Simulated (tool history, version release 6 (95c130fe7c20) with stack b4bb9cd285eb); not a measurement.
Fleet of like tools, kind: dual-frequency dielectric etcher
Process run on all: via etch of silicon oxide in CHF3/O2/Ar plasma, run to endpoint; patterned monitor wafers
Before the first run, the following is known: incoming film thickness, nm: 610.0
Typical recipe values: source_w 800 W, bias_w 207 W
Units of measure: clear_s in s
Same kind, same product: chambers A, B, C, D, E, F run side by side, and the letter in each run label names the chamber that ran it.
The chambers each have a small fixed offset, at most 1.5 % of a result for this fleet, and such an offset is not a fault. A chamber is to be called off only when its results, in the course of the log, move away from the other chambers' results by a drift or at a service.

run,hour,source_w,bias_w,clear_s
1D,10.5,800,207,262.17
2C,17.6,800,207,262.57
3B,28.3,800,207,262.44
4A,34.9,800,207,264.40
5F,42.2,800,207,267.89
6E,49.8,800,207,261.69
7E,60.6,800,207,261.81
8C,65.7,870,161,276.41
9F,71.1,870,161,280.55
# hour 75.8: chamber A: wet clean of the chamber
10B,82.1,870,161,276.99
11D,87.6,870,161,277.32
12A,96.9,870,161,278.04
13E,104.0,870,161,277.45
14C,112.7,800,207,263.50
# hour 121.1: chamber F: bias power generator calibrated
15D,123.6,800,207,263.61
16A,135.1,930,252,232.68
17F,143.2,930,252,236.01
18B,153.2,930,252,232.12
19B,159.8,930,252,232.51
20F,169.4,930,252,236.75
21C,179.9,930,252,232.21
22A,191.2,800,207,265.07
23E,198.1,800,207,261.98
24D,209.8,910,244,237.28
25E,217.0,910,244,236.36
26B,223.9,910,244,236.26
27C,234.2,910,244,236.28
28D,245.9,910,244,236.43
# hour 256.1: chamber F: wet clean of the chamber
29F,257.1,910,244,240.38
30A,267.1,800,207,264.27
31C,273.5,800,207,263.57
32D,284.2,800,207,263.15
33B,294.3,800,207,263.41
34F,300.9,900,207,254.07
# hour 306.6: chamber D: wet clean of the chamber
35A,307.5,900,207,252.34
36E,316.1,900,207,249.95
37A,326.6,900,207,251.99
38B,335.1,900,207,251.86
# hour 337.2: chamber C: wet clean of the chamber
39F,342.5,900,207,256.01
40D,349.3,800,236,254.10
41C,354.4,800,236,252.89
42E,362.9,800,236,250.20
43F,373.6,800,236,254.65
44E,379.0,800,236,253.09

Next, every chamber runs the same settings. What will each give?
45A,387.4,800,248,?
45B,387.4,800,248,?
45C,387.4,800,248,?
45D,387.4,800,248,?
45E,387.4,800,248,?
45F,387.4,800,248,?

run,clear_s
45A,247.67
45B,246.77
45C,246.68
45D,248.12
45E,245.99
45F,251.71
